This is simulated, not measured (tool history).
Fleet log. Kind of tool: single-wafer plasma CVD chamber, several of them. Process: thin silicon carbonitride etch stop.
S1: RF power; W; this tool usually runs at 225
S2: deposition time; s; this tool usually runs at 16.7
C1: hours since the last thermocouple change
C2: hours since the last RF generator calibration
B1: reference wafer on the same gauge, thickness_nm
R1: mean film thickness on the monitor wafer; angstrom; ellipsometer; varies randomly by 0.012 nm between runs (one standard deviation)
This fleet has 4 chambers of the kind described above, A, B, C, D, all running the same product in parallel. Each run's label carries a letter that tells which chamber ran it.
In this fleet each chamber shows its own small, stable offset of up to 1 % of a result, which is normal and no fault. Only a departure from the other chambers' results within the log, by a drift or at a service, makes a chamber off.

| run | hour | S1 | S2 | C1 | C2 | B1 | R1 |
|---|---|---|---|---|---|---|---|
| 1C | 8.2 | 225 | 16.7 | 1190.2 | 1148.8 | 8.06 | 97.897 |
| 2A | 18.8 | 225 | 16.7 | 260.6 | 2533 | 8.059 | 98.88 |
| 3B | 27.3 | 225 | 16.7 | 443.2 | 1352 | 8.0571 | 98.501 |
| 4D | 37.5 | 225 | 16.7 | 145 | 233.4 | 8.0587 | 98.548 |
| 5B | 43.8 | 225 | 16.7 | 459.7 | 1368.5 | 8.0545 | 98.543 |
| 6D | 50.2 | 225 | 19.8 | 157.7 | 246.1 | 8.0545 | 117.01 |
| 7C | 56.8 | 225 | 19.8 | 1238.8 | 1197.4 | 8.0531 | 115.91 |
| 8A | 68.3 | 225 | 19.8 | 310.1 | 2582.5 | 8.0558 | 117.17 |
| 9C | 79.5 | 225 | 19.8 | 1261.5 | 1220.1 | 8.0529 | 115.84 |
| 10A | 85.4 | 225 | 16.7 | 327.2 | 2599.6 | 8.0513 | 98.595 |
| 11B | 95 | 225 | 16.7 | 510.9 | 1419.7 | 8.0483 | 98.456 |
| 12D | 103.1 | 225 | 16.7 | 210.6 | 299 | 8.0491 | 98.476 |
| 13D | 110.3 | 265 | 19.1 | 217.8 | 306.2 | 8.048 | 118.2 |
| 14B | 120.8 | 265 | 19.1 | 536.7 | 1445.5 | 8.0465 | 118.28 |
| 15A | 129.2 | 265 | 19.1 | 371 | 2643.4 | 8.0466 | 118.46 |
| 16C | 138.2 | 265 | 19.1 | 1320.2 | 1278.8 | 8.0436 | 117.42 |
| 17C | 143.3 | 225 | 16.7 | 1325.3 | 1283.9 | 8.0418 | 97.67 |
| 18A | 153 | 200 | 18.4 | 394.8 | 2667.2 | 8.0435 | 104.87 |
| 19B | 164 | 200 | 18.4 | 579.9 | 1488.7 | 8.042 | 104.89 |
| 20D | 169.9 | 200 | 18.4 | 277.4 | 365.8 | 8.0414 | 104.56 |
| 21D | 180.3 | 200 | 18.4 | 287.8 | 376.2 | 8.041 | 104.55 |
| 22A | 185.6 | 225 | 16.7 | 427.4 | 2699.8 | 8.0391 | 98.683 |
| 23C | 190.8 | 225 | 16.7 | 1372.8 | 1331.4 | 8.0357 | 97.581 |
| 24B | 202.3 | 225 | 16.7 | 618.2 | 1527 | 8.0386 | 98.291 |
| 25B | 210.4 | 205 | 15.6 | 626.3 | 1535.1 | 8.0386 | 89.384 |
|  | 220.8 | chamber A: RF generator calibrated |
| 26C | 221.8 | 205 | 15.6 | 1403.8 | 1362.4 | 8.0345 | 88.609 |
| 27A | 229.9 | 205 | 15.6 | 471.7 | 9.2 | 8.0336 | 89.546 |
| 28D | 236.9 | 205 | 15.6 | 344.4 | 432.8 | 8.0332 | 89.102 |
| 29A | 243 | 250 | 14.9 | 484.8 | 22.3 | 8.0348 | 90.463 |
| 30D | 253.5 | 250 | 14.9 | 361 | 449.4 | 8.0335 | 90.608 |
| 31C | 258.6 | 250 | 14.9 | 1440.6 | 1399.2 | 8.0286 | 89.671 |
| 32B | 264 | 250 | 14.9 | 679.9 | 1588.7 | 8.0301 | 90.562 |
| 33C | 275.3 | 225 | 16.7 | 1457.3 | 1415.9 | 8.0283 | 97.434 |
| 34B | 286.6 | 225 | 16.7 | 702.5 | 1611.3 | 8.0261 | 98.341 |
| 35D | 297.6 | 225 | 16.7 | 405.1 | 493.5 | 8.0258 | 97.989 |
| 36A | 306.9 | 245 | 14.4 | 548.7 | 86.2 | 8.0226 | 86.958 |
| 37A | 316.5 | 245 | 14.4 | 558.3 | 95.8 | 8.0246 | 87.099 |
| 38D | 322.6 | 245 | 14.4 | 430.1 | 518.5 | 8.0236 | 86.875 |
| 39C | 328.5 | 245 | 14.4 | 1510.5 | 1469.1 | 8.0207 | 86.115 |
| 40B | 337.3 | 200 | 14.3 | 753.2 | 1662 | 8.0216 | 81.178 |
| 41D | 349.1 | 200 | 14.3 | 456.6 | 545 | 8.0194 | 81.084 |

Next, all 4 chambers run the settings below, one line each with question marks for the results. What does each chamber give?
| 42A | 357.6 | 225 | 16.7 |  |  |  | ? |
| 42B | 357.6 | 225 | 16.7 |  |  |  | ? |
| 42C | 357.6 | 225 | 16.7 |  |  |  | ? |
| 42D | 357.6 | 225 | 16.7 |  |  |  | ? |

| run | R1 |
|---|---|
| 42A | 98.144 |
| 42B | 98.075 |
| 42C | 97.222 |
| 42D | 97.949 |
